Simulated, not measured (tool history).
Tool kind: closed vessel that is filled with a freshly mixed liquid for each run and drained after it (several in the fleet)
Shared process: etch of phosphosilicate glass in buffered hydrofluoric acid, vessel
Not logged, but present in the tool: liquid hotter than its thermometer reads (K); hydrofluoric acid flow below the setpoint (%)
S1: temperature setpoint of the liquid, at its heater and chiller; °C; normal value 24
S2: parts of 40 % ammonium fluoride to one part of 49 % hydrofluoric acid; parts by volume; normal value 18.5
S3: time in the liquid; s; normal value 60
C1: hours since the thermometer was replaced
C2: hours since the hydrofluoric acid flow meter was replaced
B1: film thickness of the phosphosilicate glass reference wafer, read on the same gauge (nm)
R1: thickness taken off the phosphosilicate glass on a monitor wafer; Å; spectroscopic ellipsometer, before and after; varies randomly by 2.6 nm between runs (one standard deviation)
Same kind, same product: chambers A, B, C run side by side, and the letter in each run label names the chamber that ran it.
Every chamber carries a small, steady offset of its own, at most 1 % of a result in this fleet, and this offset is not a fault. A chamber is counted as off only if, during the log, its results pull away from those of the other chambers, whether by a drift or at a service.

run,hour,S1,S2,S3,C1,C2,B1,R1
1B,9,24,18.5,60,1193.8,401.5,49.994,3322
2A,17,24,18.5,60,543,651,49.999,3318.6
3C,25.7,24,18.5,60,630.2,124.9,50.007,3300.7
4C,36.6,24,18.5,60,641.1,135.8,49.989,3296.7
5B,46.8,24,18.5,60,1231.6,439.3,50.012,3314.8
6A,55.5,24,18.5,60,581.5,689.5,50.001,3285.9
7C,62.5,24,18.5,60,667,161.7,49.994,3367.8
8A,73.6,24,18.5,60,599.6,707.6,49.997,3301.1
9B,79.1,24,18.5,60,1263.9,471.6,50.015,3299.1
10B,90,24,18.5,60,1274.8,482.5,49.992,3302.5
11C,100.3,24,18.5,60,704.8,199.5,49.995,3351.5
12A,105.5,24,22.5,60,631.5,739.5,50.007,2836.9
13A,112.9,24,22.5,60,638.9,746.9,50.013,2808.6
14C,118.4,24,22.5,60,722.9,217.6,50.009,2884.1
15B,127.9,24,18.5,60,1312.7,520.4,49.99,3295.1
16C,136.6,24,18.5,60,741.1,235.8,50.015,3420.9
17B,148.1,24,18.5,60,1332.9,540.6,50.009,3318
18A,157.4,24,18.5,60,683.4,791.4,49.996,3280.8
19C,164.5,24,18.5,60,769,263.7,49.996,3430.7
20A,169.8,21.5,18.5,60,695.8,803.8,49.998,2878.7
21B,180.9,21.5,18.5,60,1365.7,573.4,49.992,2857.3
22C,189.5,21.5,18.5,60,794,288.7,50.002,3002
23B,196.7,24,18.5,60,1381.5,589.2,49.996,3299.3
24A,203.9,24,18.5,60,729.9,837.9,49.996,3293.5
25A,215.2,24,18.5,60,741.2,849.2,50.019,3322.8
26B,224.7,24,18.5,60,1409.5,617.2,49.999,3300.5
27C,231.8,24,18.5,60,836.3,331,50.009,3482.3
28B,241,24,18.5,85,1425.8,633.5,50.012,4601.7
29A,246.7,24,18.5,85,772.7,880.7,50.002,4653.3
30C,255.5,24,18.5,85,860,354.7,50.001,4938.5
31A,265.8,24,18.5,60,791.8,899.8,49.984,3272.2
# hour 268.8: chamber B: hydrofluoric acid flow meter replaced
32B,272.5,24,18.5,60,1457.3,3.7,50.033,3317.7
33C,278.9,24,18.5,60,883.4,378.1,50.012,3502.1

All 3 chambers run these settings next. Forecast each chamber's results:
34A,287.3,24,18.5,60,,,,?
34B,287.3,24,18.5,60,,,,?
34C,287.3,24,18.5,60,,,,?

run,R1
34A,3275.6
34B,3249.6
34C,3530

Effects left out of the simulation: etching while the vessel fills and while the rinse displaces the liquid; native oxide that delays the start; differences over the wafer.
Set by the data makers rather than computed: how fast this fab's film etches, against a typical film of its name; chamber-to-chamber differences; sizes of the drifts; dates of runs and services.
